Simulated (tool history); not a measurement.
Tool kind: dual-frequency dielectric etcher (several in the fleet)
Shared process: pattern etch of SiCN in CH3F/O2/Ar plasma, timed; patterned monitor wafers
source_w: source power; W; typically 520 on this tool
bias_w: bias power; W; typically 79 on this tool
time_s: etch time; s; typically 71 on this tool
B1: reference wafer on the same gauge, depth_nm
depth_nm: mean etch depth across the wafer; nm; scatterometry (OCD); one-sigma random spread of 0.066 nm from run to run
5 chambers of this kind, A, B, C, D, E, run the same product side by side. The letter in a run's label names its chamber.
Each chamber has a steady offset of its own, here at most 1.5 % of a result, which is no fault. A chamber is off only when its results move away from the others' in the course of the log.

Run 1C, day 0.388: usual settings; B1 24.300. Result: depth_nm 30.013 nm.
Run 2B, day 0.858: usual settings; B1 24.300. Result: depth_nm 30.626 nm.
Run 3D, day 1.292: usual settings; B1 24.303. Result: depth_nm 30.164 nm.
Run 4A, day 1.829: usual settings; B1 24.298. Result: depth_nm 30.620 nm.
At day 1.888: chamber A: wet clean of the chamber.
Run 5E, day 2.175: usual settings; B1 24.307. Result: depth_nm 30.434 nm.
Run 6E, day 2.600: usual settings; B1 24.295. Result: depth_nm 30.454 nm.
Run 7A, day 3.021: usual settings; B1 24.285. Result: depth_nm 30.617 nm.
Run 8D, day 3.504: usual settings; B1 24.304. Result: depth_nm 30.191 nm.
Run 9C, day 3.754: usual settings; B1 24.301. Result: depth_nm 29.975 nm.
Run 10B, day 4.046: usual settings but source_w 650 W; B1 24.307. Result: depth_nm 33.305 nm.
Run 11D, day 4.362: usual settings but source_w 650 W; B1 24.293. Result: depth_nm 32.772 nm.
Run 12C, day 4.642: usual settings but source_w 650 W; B1 24.306. Result: depth_nm 32.485 nm.
Run 13E, day 4.917: usual settings but source_w 650 W; B1 24.297. Result: depth_nm 33.136 nm.
Run 14B, day 5.179: usual settings but source_w 650 W; B1 24.306. Result: depth_nm 33.197 nm.
Run 15A, day 5.496: usual settings; B1 24.301. Result: depth_nm 30.598 nm.
Run 16B, day 5.900: usual settings; B1 24.291. Result: depth_nm 30.689 nm.
Run 17D, day 6.388: usual settings; B1 24.316. Result: depth_nm 30.096 nm.
Run 18A, day 6.654: usual settings; B1 24.307. Result: depth_nm 30.562 nm.
Run 19E, day 7.104: usual settings; B1 24.290. Result: depth_nm 30.548 nm.
Run 20C, day 7.596: usual settings; B1 24.292. Result: depth_nm 29.736 nm.
Run 21E, day 8.146: usual settings; B1 24.305. Result: depth_nm 30.440 nm.
Run 22C, day 8.604: usual settings but source_w 430 W, bias_w 61 W; B1 24.302. Result: depth_nm 25.333 nm.
Run 23A, day 9.154: usual settings but source_w 430 W, bias_w 61 W; B1 24.308. Result: depth_nm 25.992 nm.
Run 24B, day 9.458: usual settings but source_w 430 W, bias_w 61 W; B1 24.297. Result: depth_nm 26.063 nm.
Run 25D, day 9.892: usual settings but source_w 430 W, bias_w 61 W; B1 24.302. Result: depth_nm 25.748 nm.
Run 26A, day 10.354: usual settings but source_w 430 W, bias_w 61 W; B1 24.289. Result: depth_nm 25.980 nm.
Run 27B, day 10.800: usual settings but time_s 63 s; B1 24.289. Result: depth_nm 27.164 nm.
Run 28D, day 11.221: usual settings but time_s 63 s; B1 24.302. Result: depth_nm 26.810 nm.
Run 29C, day 11.588: usual settings but time_s 63 s; B1 24.309. Result: depth_nm 26.162 nm.
Run 30E, day 11.850: usual settings but time_s 63 s; B1 24.289. Result: depth_nm 27.114 nm.

All chambers now run identical settings, listed one chamber a line with results as question marks. What results will each chamber show?
Run 31A, day 12.258: usual settings but time_s 87 s. Result: depth_nm ?.
Run 31B, day 12.258: usual settings but time_s 87 s. Result: depth_nm ?.
Run 31C, day 12.258: usual settings but time_s 87 s. Result: depth_nm ?.
Run 31D, day 12.258: usual settings but time_s 87 s. Result: depth_nm ?.
Run 31E, day 12.258: usual settings but time_s 87 s. Result: depth_nm ?.

run  depth_nm
31A    37.442
31B    37.609
31C    36.269
31D    37.091
31E    37.233

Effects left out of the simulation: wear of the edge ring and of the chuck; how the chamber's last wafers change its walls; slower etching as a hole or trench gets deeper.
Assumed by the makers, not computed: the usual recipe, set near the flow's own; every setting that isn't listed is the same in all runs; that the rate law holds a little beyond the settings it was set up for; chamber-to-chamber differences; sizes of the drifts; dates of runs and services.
